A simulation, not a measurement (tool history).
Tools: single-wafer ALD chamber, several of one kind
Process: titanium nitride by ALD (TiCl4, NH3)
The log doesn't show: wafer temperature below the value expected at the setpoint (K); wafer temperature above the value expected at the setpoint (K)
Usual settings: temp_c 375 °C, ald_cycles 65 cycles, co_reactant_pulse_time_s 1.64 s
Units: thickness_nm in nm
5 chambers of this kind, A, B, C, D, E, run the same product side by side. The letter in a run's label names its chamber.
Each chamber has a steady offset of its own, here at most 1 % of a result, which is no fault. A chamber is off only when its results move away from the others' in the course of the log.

| run | day | temp_c | ald_cycles | co_reactant_pulse_time_s | hours since the last thermocouple change | read-back reference wafer on the same gauge, thickness_nm | thickness_nm |
|---|---|---|---|---|---|---|---|
| 1E | 0.225 | 375 | 65 | 1.64 | 2240.1 | 1.3702 | 1.3812 |
| 2A | 0.462 | 375 | 65 | 1.64 | 270.4 | 1.3697 | 1.3847 |
| 3B | 0.712 | 375 | 65 | 1.64 | 1304.8 | 1.3691 | 1.3929 |
| 4D | 0.975 | 375 | 65 | 1.64 | 2321.2 | 1.3690 | 1.3718 |
| 5C | 1.312 | 375 | 65 | 1.64 | 571.4 | 1.3690 | 1.3898 |
| 6B | 1.488 | 375 | 65 | 1.64 | 1323.4 | 1.3686 | 1.3945 |
| 7D | 1.812 | 375 | 65 | 1.64 | 2341.3 | 1.3685 | 1.3741 |
| 8A | 2.204 | 375 | 65 | 1.28 | 312.2 | 1.3680 | 1.3578 |
| 9C | 2.508 | 375 | 65 | 1.28 | 600.1 | 1.3676 | 1.3623 |
| 10E | 2.762 | 375 | 65 | 1.28 | 2301.0 | 1.3677 | 1.3579 |
| 11C | 3.042 | 375 | 65 | 1.28 | 612.9 | 1.3671 | 1.3606 |
| 12A | 3.283 | 375 | 65 | 1.28 | 338.1 | 1.3674 | 1.3582 |
| 13B | 3.629 | 375 | 65 | 1.64 | 1374.8 | 1.3674 | 1.3919 |
| 14D | 3.912 | 375 | 65 | 1.64 | 2391.7 | 1.3671 | 1.3687 |
| 15E | 4.271 | 375 | 65 | 1.64 | 2337.2 | 1.3665 | 1.3818 |
| 16A | 4.546 | 375 | 65 | 1.64 | 368.4 | 1.3669 | 1.3782 |
| 17D | 4.775 | 375 | 65 | 1.64 | 2412.4 | 1.3664 | 1.3678 |
| 18E | 5.071 | 375 | 65 | 1.64 | 2356.4 | 1.3661 | 1.3822 |
| 19C | 5.450 | 375 | 65 | 1.64 | 670.7 | 1.3657 | 1.3854 |
|  | 5.504 | chamber E: thermocouple changed; heater temperature recalibrated |
| 20B | 5.788 | 375 | 65 | 1.64 | 1426.6 | 1.3653 | 1.3888 |
| 21A | 6.112 | 375 | 65 | 1.64 | 406.0 | 1.3646 | 1.3802 |
| 22C | 6.483 | 375 | 65 | 1.64 | 695.5 | 1.3652 | 1.3831 |
| 23E | 6.871 | 375 | 65 | 1.64 | 32.8 | 1.3644 | 1.3788 |
| 24D | 7.238 | 375 | 65 | 1.64 | 2471.5 | 1.3639 | 1.3651 |
| 25B | 7.483 | 375 | 65 | 1.64 | 1467.3 | 1.3640 | 1.3903 |
| 26D | 7.779 | 375 | 65 | 1.64 | 2484.5 | 1.3641 | 1.3631 |
| 27B | 8.075 | 375 | 65 | 1.64 | 1481.5 | 1.3633 | 1.3854 |
| 28E | 8.279 | 375 | 65 | 1.64 | 66.6 | 1.3632 | 1.3760 |
| 29A | 8.475 | 375 | 77 | 1.05 | 462.7 | 1.3634 | 1.5738 |
| 30C | 8.675 | 375 | 77 | 1.05 | 748.1 | 1.3624 | 1.5770 |
|  | 8.792 | chamber D: thermocouple changed; heater temperature recalibrated |
| 31E | 9.025 | 375 | 77 | 1.05 | 84.5 | 1.3630 | 1.5756 |
| 32C | 9.267 | 375 | 77 | 1.05 | 762.3 | 1.3623 | 1.5845 |
| 33B | 9.529 | 375 | 77 | 1.05 | 1516.4 | 1.3625 | 1.5799 |
| 34D | 9.871 | 375 | 65 | 1.64 | 26.0 | 1.3619 | 1.3650 |
| 35A | 10.171 | 375 | 65 | 1.64 | 503.4 | 1.3617 | 1.3732 |
| 36C | 10.571 | 375 | 65 | 1.64 | 793.6 | 1.3612 | 1.3775 |
| 37B | 10.796 | 375 | 65 | 1.64 | 1546.8 | 1.3611 | 1.3815 |

What goes on in this fleet: one chamber off, a drifting gauge, or nothing beyond the chambers' own small offsets? Name the chamber and the cause, if any.

The gauge drifts, so all chambers seem to drift together. No chamber is off.
Cause: gauge reads low (%) = 0.654.

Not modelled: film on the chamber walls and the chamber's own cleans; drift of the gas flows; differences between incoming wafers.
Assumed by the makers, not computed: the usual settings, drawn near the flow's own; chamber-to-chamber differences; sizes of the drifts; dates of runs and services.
